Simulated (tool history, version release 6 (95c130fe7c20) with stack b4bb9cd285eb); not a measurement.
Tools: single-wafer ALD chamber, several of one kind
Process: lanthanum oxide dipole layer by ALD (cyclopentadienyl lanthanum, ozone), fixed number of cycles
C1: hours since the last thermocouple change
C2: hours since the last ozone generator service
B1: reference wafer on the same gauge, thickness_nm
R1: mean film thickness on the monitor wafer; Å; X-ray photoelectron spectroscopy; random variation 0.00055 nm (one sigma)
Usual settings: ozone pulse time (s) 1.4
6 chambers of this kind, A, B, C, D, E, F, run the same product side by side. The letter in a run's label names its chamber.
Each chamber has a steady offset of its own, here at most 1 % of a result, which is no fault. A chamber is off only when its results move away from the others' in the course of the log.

{"run": "1E", "hour": 3.4, "ozone pulse time (s)": 1.4, "C1": 786.1, "C2": 497.5, "B1": 0.54702, "R1": 5.4684}
{"run": "2B", "hour": 7.0, "ozone pulse time (s)": 1.4, "C1": 601.4, "C2": 24.3, "B1": 0.54701, "R1": 5.3872}
{"run": "3D", "hour": 10.0, "ozone pulse time (s)": 1.4, "C1": 852.3, "C2": 712.1, "B1": 0.5471, "R1": 5.3901}
{"run": "4C", "hour": 14.2, "ozone pulse time (s)": 1.4, "C1": 649.8, "C2": 50.1, "B1": 0.54715, "R1": 5.402}
{"run": "5A", "hour": 19.6, "ozone pulse time (s)": 1.17, "C1": 1346.8, "C2": 347.5, "B1": 0.54717, "R1": 5.2416}
{"run": "6F", "hour": 24.9, "ozone pulse time (s)": 1.17, "C1": 337.2, "C2": 59.8, "B1": 0.54721, "R1": 5.2666}
{"run": "7C", "hour": 28.8, "ozone pulse time (s)": 1.17, "C1": 664.4, "C2": 64.7, "B1": 0.54731, "R1": 5.2057}
{"run": "8A", "hour": 34.4, "ozone pulse time (s)": 1.17, "C1": 1361.6, "C2": 362.3, "B1": 0.54738, "R1": 5.2503}
{"run": "9E", "hour": 40.7, "ozone pulse time (s)": 1.17, "C1": 823.4, "C2": 534.8, "B1": 0.54739, "R1": 5.2615}
{"run": "10B", "hour": 45.4, "ozone pulse time (s)": 1.17, "C1": 639.8, "C2": 62.7, "B1": 0.54742, "R1": 5.1803}
{"run": "11F", "hour": 50.5, "ozone pulse time (s)": 1.03, "C1": 362.8, "C2": 85.4, "B1": 0.54762, "R1": 5.0786}
{"run": "12D", "hour": 53.7, "ozone pulse time (s)": 1.03, "C1": 896, "C2": 755.8, "B1": 0.5475, "R1": 5.0261}
{"run": "13B", "hour": 59.4, "ozone pulse time (s)": 1.03, "C1": 653.8, "C2": 76.7, "B1": 0.54766, "R1": 4.9984}
{"run": "14E", "hour": 63.8, "ozone pulse time (s)": 1.03, "C1": 846.5, "C2": 557.9, "B1": 0.54774, "R1": 5.0893}
{"run": "15F", "hour": 68.1, "ozone pulse time (s)": 1.03, "C1": 380.4, "C2": 103, "B1": 0.54795, "R1": 5.0963}
{"run": "16C", "hour": 71.5, "ozone pulse time (s)": 1.03, "C1": 707.1, "C2": 107.4, "B1": 0.54787, "R1": 5.0247}
{"run": "17D", "hour": 77.5, "ozone pulse time (s)": 1.4, "C1": 919.8, "C2": 779.6, "B1": 0.54771, "R1": 5.3984}
{"run": "18A", "hour": 82.5, "ozone pulse time (s)": 1.4, "C1": 1409.7, "C2": 410.4, "B1": 0.54792, "R1": 5.4541}
{"run": "19C", "hour": 86.2, "ozone pulse time (s)": 1.4, "C1": 721.8, "C2": 122.1, "B1": 0.54794, "R1": 5.4084}
{"run": "20B", "hour": 90.1, "ozone pulse time (s)": 1.4, "C1": 684.5, "C2": 107.4, "B1": 0.54814, "R1": 5.3892}
{"run": "21F", "hour": 92.9, "ozone pulse time (s)": 1.01, "C1": 405.2, "C2": 127.8, "B1": 0.54809, "R1": 5.0722}
{"run": "22A", "hour": 98.3, "ozone pulse time (s)": 1.01, "C1": 1425.5, "C2": 426.2, "B1": 0.54811, "R1": 5.0469}
{"run": "23E", "hour": 102.5, "ozone pulse time (s)": 1.01, "C1": 885.2, "C2": 596.6, "B1": 0.54816, "R1": 5.0734}
{"hour": 103.9, "done": "chamber D: ozone generator serviced"}
{"run": "24D", "hour": 107.6, "ozone pulse time (s)": 1.01, "C1": 949.9, "C2": 3.7, "B1": 0.54835, "R1": 5.0007}
{"run": "25D", "hour": 111.0, "ozone pulse time (s)": 1.01, "C1": 953.3, "C2": 7.1, "B1": 0.54822, "R1": 4.9998}
{"run": "26B", "hour": 115.1, "ozone pulse time (s)": 1.01, "C1": 709.5, "C2": 132.4, "B1": 0.54823, "R1": 4.981}
{"run": "27E", "hour": 121.2, "ozone pulse time (s)": 1.4, "C1": 903.9, "C2": 615.3, "B1": 0.54826, "R1": 5.4775}
{"run": "28F", "hour": 127.6, "ozone pulse time (s)": 1.4, "C1": 439.9, "C2": 162.5, "B1": 0.54832, "R1": 5.4954}
{"run": "29C", "hour": 132.6, "ozone pulse time (s)": 1.4, "C1": 768.2, "C2": 168.5, "B1": 0.54846, "R1": 5.4219}
{"run": "30A", "hour": 137.1, "ozone pulse time (s)": 1.4, "C1": 1464.3, "C2": 465, "B1": 0.54851, "R1": 5.4624}
{"run": "31C", "hour": 142.5, "ozone pulse time (s)": 1.4, "C1": 778.1, "C2": 178.4, "B1": 0.54856, "R1": 5.4132}
{"run": "32F", "hour": 145.5, "ozone pulse time (s)": 1.4, "C1": 457.8, "C2": 180.4, "B1": 0.54871, "R1": 5.4941}
{"run": "33D", "hour": 151.3, "ozone pulse time (s)": 1.4, "C1": 993.6, "C2": 47.4, "B1": 0.5487, "R1": 5.4049}
{"run": "34E", "hour": 156.8, "ozone pulse time (s)": 1.4, "C1": 939.5, "C2": 650.9, "B1": 0.54869, "R1": 5.4886}
{"run": "35B", "hour": 160.5, "ozone pulse time (s)": 1.4, "C1": 754.9, "C2": 177.8, "B1": 0.5487, "R1": 5.4036}
{"run": "36A", "hour": 166.8, "ozone pulse time (s)": 1.4, "C1": 1494, "C2": 494.7, "B1": 0.54887, "R1": 5.4741}
{"run": "37B", "hour": 173.1, "ozone pulse time (s)": 0.92, "C1": 767.5, "C2": 190.4, "B1": 0.54887, "R1": 4.835}
{"run": "38C", "hour": 178.6, "ozone pulse time (s)": 0.92, "C1": 814.2, "C2": 214.5, "B1": 0.54894, "R1": 4.8586}
{"run": "39D", "hour": 182.8, "ozone pulse time (s)": 0.92, "C1": 1025.1, "C2": 78.9, "B1": 0.5491, "R1": 4.8559}
{"run": "40A", "hour": 188.8, "ozone pulse time (s)": 0.92, "C1": 1516, "C2": 516.7, "B1": 0.54907, "R1": 4.9129}
{"run": "41E", "hour": 193.3, "ozone pulse time (s)": 0.92, "C1": 976, "C2": 687.4, "B1": 0.54912, "R1": 4.935}
{"run": "42F", "hour": 198.8, "ozone pulse time (s)": 0.92, "C1": 511.1, "C2": 233.7, "B1": 0.5492, "R1": 4.9158}

Is one chamber off against the others, does the gauge drift, or is nothing wrong? If a chamber is off, say which, and what the likeliest cause is.

The gauge drifts, so all chambers seem to drift together. No chamber is off.
Cause: gauge reads high (%) = 0.411.

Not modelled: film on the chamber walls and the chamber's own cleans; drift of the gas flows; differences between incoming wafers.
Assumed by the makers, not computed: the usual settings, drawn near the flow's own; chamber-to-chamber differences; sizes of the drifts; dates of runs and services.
